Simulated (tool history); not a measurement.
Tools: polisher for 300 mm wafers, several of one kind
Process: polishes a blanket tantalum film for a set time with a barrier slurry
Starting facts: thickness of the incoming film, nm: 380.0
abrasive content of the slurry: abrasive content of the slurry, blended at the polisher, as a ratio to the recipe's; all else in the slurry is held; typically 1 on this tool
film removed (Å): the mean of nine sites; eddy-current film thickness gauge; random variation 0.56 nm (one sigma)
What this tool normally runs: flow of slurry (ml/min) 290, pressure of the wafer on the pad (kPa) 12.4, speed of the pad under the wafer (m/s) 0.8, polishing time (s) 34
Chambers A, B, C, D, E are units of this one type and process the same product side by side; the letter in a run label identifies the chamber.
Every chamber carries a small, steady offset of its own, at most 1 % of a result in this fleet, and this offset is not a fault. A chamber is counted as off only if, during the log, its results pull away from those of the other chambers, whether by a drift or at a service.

| run | hour | flow of slurry (ml/min) | pressure of the wafer on the pad (kPa) | speed of the pad under the wafer (m/s) | abrasive content of the slurry | polishing time (s) | wafers polished on this pad | hours since the slurry nozzle was cleaned | hours since the head pressure was calibrated | hours since the slurry blender was calibrated | film removed (Å) |
|---|---|---|---|---|---|---|---|---|---|---|---|
| 1B | 5.3 | 290 | 12.4 | 0.8 | 1 | 34 | 432 | 349 | 572.9 | 121.3 | 380.3 |
| 2E | 7.9 | 290 | 12.4 | 0.8 | 1 | 34 | 191 | 396.1 | 621.3 | 132.3 | 370.85 |
|  | 12.1 | chamber A: slurry nozzle cleaned |
| 3A | 13.4 | 290 | 12.4 | 0.8 | 1 | 34 | 1150 | 1.3 | 570.5 | 179.4 | 383.04 |
| 4C | 17 | 290 | 12.4 | 0.8 | 1 | 34 | 753 | 192.3 | 77.5 | 131.3 | 372.78 |
| 5D | 21.8 | 290 | 12.4 | 0.8 | 1 | 34 | 792 | 363.1 | 335.4 | 109.1 | 383.01 |
| 6E | 24.6 | 290 | 12.4 | 0.8 | 1 | 34 | 357 | 412.8 | 638 | 149 | 382.19 |
|  | 26.8 | chamber A: worn pad replaced by a new one |
| 7B | 29.3 | 290 | 12.4 | 0.8 | 1 | 34 | 671 | 373 | 596.9 | 145.3 | 371.73 |
| 8A | 32.3 | 290 | 12.4 | 0.8 | 1 | 34 | 55 | 20.2 | 589.4 | 198.3 | 376.16 |
| 9C | 35 | 290 | 12.4 | 0.94 | 1 | 28 | 932 | 210.3 | 95.5 | 149.3 | 367.8 |
|  | 35.5 | chamber E: slurry blender recalibrated |
| 10D | 39.9 | 290 | 12.4 | 0.94 | 1 | 28 | 973 | 381.2 | 353.5 | 127.2 | 367.35 |
|  | 41.1 | chamber B: worn pad replaced by a new one |
| 11D | 44.2 | 290 | 12.4 | 0.94 | 1 | 28 | 1016 | 385.5 | 357.8 | 131.5 | 370.55 |
| 12C | 46.8 | 290 | 12.4 | 0.94 | 1 | 28 | 1050 | 222.1 | 107.3 | 161.1 | 362.25 |
| 13E | 52 | 290 | 12.4 | 0.94 | 1 | 28 | 631 | 440.2 | 665.4 | 16.5 | 373.31 |
| 14B | 57.6 | 290 | 12.4 | 0.8 | 0.85 | 34 | 165 | 401.3 | 625.2 | 173.6 | 363.39 |
| 15A | 60.5 | 290 | 12.4 | 0.8 | 0.85 | 34 | 337 | 48.4 | 617.6 | 226.5 | 364.74 |
|  | 63 | chamber C: worn pad replaced by a new one |
| 16E | 64.1 | 290 | 12.4 | 0.8 | 0.85 | 34 | 752 | 452.3 | 677.5 | 28.6 | 366.05 |
| 17D | 68.4 | 290 | 12.4 | 0.8 | 0.85 | 34 | 1257 | 409.7 | 382 | 155.7 | 351.57 |
|  | 69.4 | chamber D: slurry blender recalibrated |
| 18C | 73 | 290 | 12.4 | 0.8 | 0.85 | 34 | 100 | 248.3 | 133.5 | 187.3 | 366.33 |
| 19B | 76.7 | 290 | 12.4 | 0.8 | 1 | 34 | 355 | 420.4 | 644.3 | 192.7 | 372.93 |
| 20A | 79.5 | 290 | 12.4 | 0.8 | 1 | 34 | 526 | 67.4 | 636.6 | 245.5 | 383.85 |
| 21D | 82.7 | 290 | 12.4 | 0.8 | 1 | 34 | 1400 | 424 | 396.3 | 13.3 | 380.6 |
|  | 85.2 | chamber B: slurry nozzle cleaned |
|  | 86.8 | chamber D: worn pad replaced by a new one |
| 22B | 87.8 | 290 | 12.4 | 0.8 | 1 | 30 | 466 | 2.7 | 655.4 | 203.8 | 325.47 |
| 23E | 91.1 | 290 | 12.4 | 0.8 | 1 | 30 | 1021 | 479.3 | 704.5 | 55.6 | 334.14 |
| 24C | 95 | 290 | 12.4 | 0.8 | 1 | 30 | 320 | 270.3 | 155.5 | 209.3 | 335.73 |
| 25A | 99.2 | 290 | 12.4 | 0.8 | 1 | 30 | 723 | 87.1 | 656.3 | 265.2 | 343.78 |
| 26E | 102.7 | 290 | 12.4 | 0.8 | 1 | 30 | 1137 | 490.9 | 716.1 | 67.2 | 333.54 |
| 27D | 105.2 | 290 | 12.4 | 0.8 | 1 | 34 | 183 | 446.5 | 418.8 | 35.8 | 388.49 |
| 28A | 109.8 | 290 | 12.4 | 0.8 | 1 | 34 | 829 | 97.7 | 666.9 | 275.8 | 381.98 |
| 29B | 112.3 | 290 | 12.4 | 0.8 | 1 | 34 | 711 | 27.2 | 679.9 | 228.3 | 387.57 |
|  | 113.9 | chamber C: slurry nozzle cleaned |
| 30C | 115.1 | 290 | 12.4 | 0.8 | 1 | 34 | 520 | 1.2 | 175.6 | 229.4 | 376.47 |
| 31C | 117.6 | 290 | 12.4 | 0.8 | 1 | 34 | 545 | 3.7 | 178.1 | 231.9 | 379.08 |
| 32A | 120.1 | 290 | 12.4 | 0.8 | 1 | 34 | 932 | 108 | 677.2 | 286.1 | 367.26 |

All 5 chambers run these settings next. Forecast each chamber's results:
| 33A | 124.1 | 290 | 12.4 | 0.8 | 0.85 | 34 |  |  |  |  | ? |
| 33B | 124.1 | 290 | 12.4 | 0.8 | 0.85 | 34 |  |  |  |  | ? |
| 33C | 124.1 | 290 | 12.4 | 0.8 | 0.85 | 34 |  |  |  |  | ? |
| 33D | 124.1 | 290 | 12.4 | 0.8 | 0.85 | 34 |  |  |  |  | ? |
| 33E | 124.1 | 290 | 12.4 | 0.8 | 0.85 | 34 |  |  |  |  | ? |

| run | film removed (Å) |
|---|---|
| 33A | 360.78 |
| 33B | 362.81 |
| 33C | 358.13 |
| 33D | 355.27 |
| 33E | 359.1 |
